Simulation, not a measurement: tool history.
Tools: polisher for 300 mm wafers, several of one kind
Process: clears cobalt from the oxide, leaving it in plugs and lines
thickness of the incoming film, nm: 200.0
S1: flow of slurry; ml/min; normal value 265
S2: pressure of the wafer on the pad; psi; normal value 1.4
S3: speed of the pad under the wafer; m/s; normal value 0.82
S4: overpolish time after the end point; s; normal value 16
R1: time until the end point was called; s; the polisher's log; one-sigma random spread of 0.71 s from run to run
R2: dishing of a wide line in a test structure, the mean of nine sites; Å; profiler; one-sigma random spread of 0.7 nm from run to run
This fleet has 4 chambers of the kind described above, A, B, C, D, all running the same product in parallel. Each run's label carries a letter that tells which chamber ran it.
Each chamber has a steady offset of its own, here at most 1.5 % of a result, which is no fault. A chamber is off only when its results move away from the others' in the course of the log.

run	hour	S1	S2	S3	S4	R1	R2
1D	8.3	265	1.4	0.82	16	65.224	376.43
# hour 8.8: chamber B: worn pad replaced by a new one
# hour 12.9: chamber D: slurry nozzle cleaned
2B	13.8	265	1.4	0.82	16	64.086	358.57
3C	19.4	265	1.4	0.82	16	67.966	371.31
# hour 28.0: chamber D: head pressure recalibrated
4A	31.1	265	1.4	0.82	16	66.486	368.59
# hour 34.1: chamber A: worn pad replaced by a new one
# hour 34.5: chamber B: head pressure recalibrated
5D	37.7	265	1.7	0.98	16	46.007	468.36
6A	46.7	265	1.7	0.98	16	45.838	485.86
# hour 51.0: chamber C: worn pad replaced by a new one
7B	56.8	265	1.7	0.98	16	45.031	470.88
# hour 60.2: chamber B: slurry nozzle cleaned
8C	62.6	265	1.7	0.98	16	45.465	475.46
9C	72.2	265	1.4	0.82	16	66.390	370.83
10D	79.0	265	1.4	0.82	16	67.708	366.54
# hour 81.8: chamber D: worn pad replaced by a new one
11A	91.4	265	1.4	0.82	16	64.703	372.53
# hour 93.6: chamber A: slurry nozzle cleaned
12B	102.0	265	1.4	0.82	16	65.822	351.23
# hour 106.9: chamber B: worn pad replaced by a new one
13A	114.8	265	1.4	0.82	16	67.749	380.16
14D	123.0	265	1.4	0.82	16	66.950	364.44
# hour 128.9: chamber A: worn pad replaced by a new one
15C	132.2	265	1.4	0.82	16	65.862	365.32
16B	141.5	210	1.4	0.82	10	68.414	253.03
17C	153.3	210	1.4	0.82	10	68.097	242.96
18D	160.0	210	1.4	0.82	10	66.506	253.73
# hour 164.9: chamber C: worn pad replaced by a new one
19B	166.1	210	1.4	0.82	10	68.608	245.74
20A	172.1	265	1.4	0.82	16	66.121	352.96
21B	178.2	265	1.4	0.82	16	65.229	365.66
22A	184.9	265	1.4	0.82	16	65.227	364.13
23D	193.5	265	1.4	0.82	16	65.303	363.66
# hour 194.3: chamber D: worn pad replaced by a new one
# hour 195.5: chamber B: worn pad replaced by a new one
24C	203.7	265	1.8	0.82	13	50.490	381.84
# hour 207.0: chamber A: worn pad replaced by a new one
25B	213.4	265	1.8	0.82	13	50.964	383.46
26A	219.2	265	1.8	0.82	13	51.128	393.69
27D	226.0	265	1.8	0.82	13	51.474	384.54
28C	235.2	265	1.4	0.82	16	68.062	370.97
29A	241.1	265	1.4	0.54	16	101.250	271.47
30B	248.6	265	1.4	0.54	16	100.100	263.76
31C	256.2	265	1.4	0.54	16	100.540	266.67
# hour 257.7: chamber C: worn pad replaced by a new one
32D	267.2	265	1.4	0.54	16	98.607	254.19
33A	275.6	265	1.4	0.82	16	66.091	363.06
# hour 276.4: chamber B: worn pad replaced by a new one
34D	284.7	265	1.4	0.82	21	66.242	446.72
35B	294.1	265	1.4	0.82	21	66.648	460.14
36C	300.1	265	1.4	0.82	21	65.361	438.61
# hour 302.9: chamber A: worn pad replaced by a new one
# hour 306.7: chamber D: worn pad replaced by a new one
37A	308.6	265	1.4	0.82	21	66.141	447.42
38C	316.8	265	1.4	0.98	16	55.752	422.87
39D	322.4	265	1.4	0.98	16	55.280	422.81

One chamber off, gauge drift, or nothing amiss beyond the chambers' own small offsets? If it is a chamber, which one, and what is the likeliest cause?

All chambers stay in line apart from their small fixed offsets, and the gauge does not drift.

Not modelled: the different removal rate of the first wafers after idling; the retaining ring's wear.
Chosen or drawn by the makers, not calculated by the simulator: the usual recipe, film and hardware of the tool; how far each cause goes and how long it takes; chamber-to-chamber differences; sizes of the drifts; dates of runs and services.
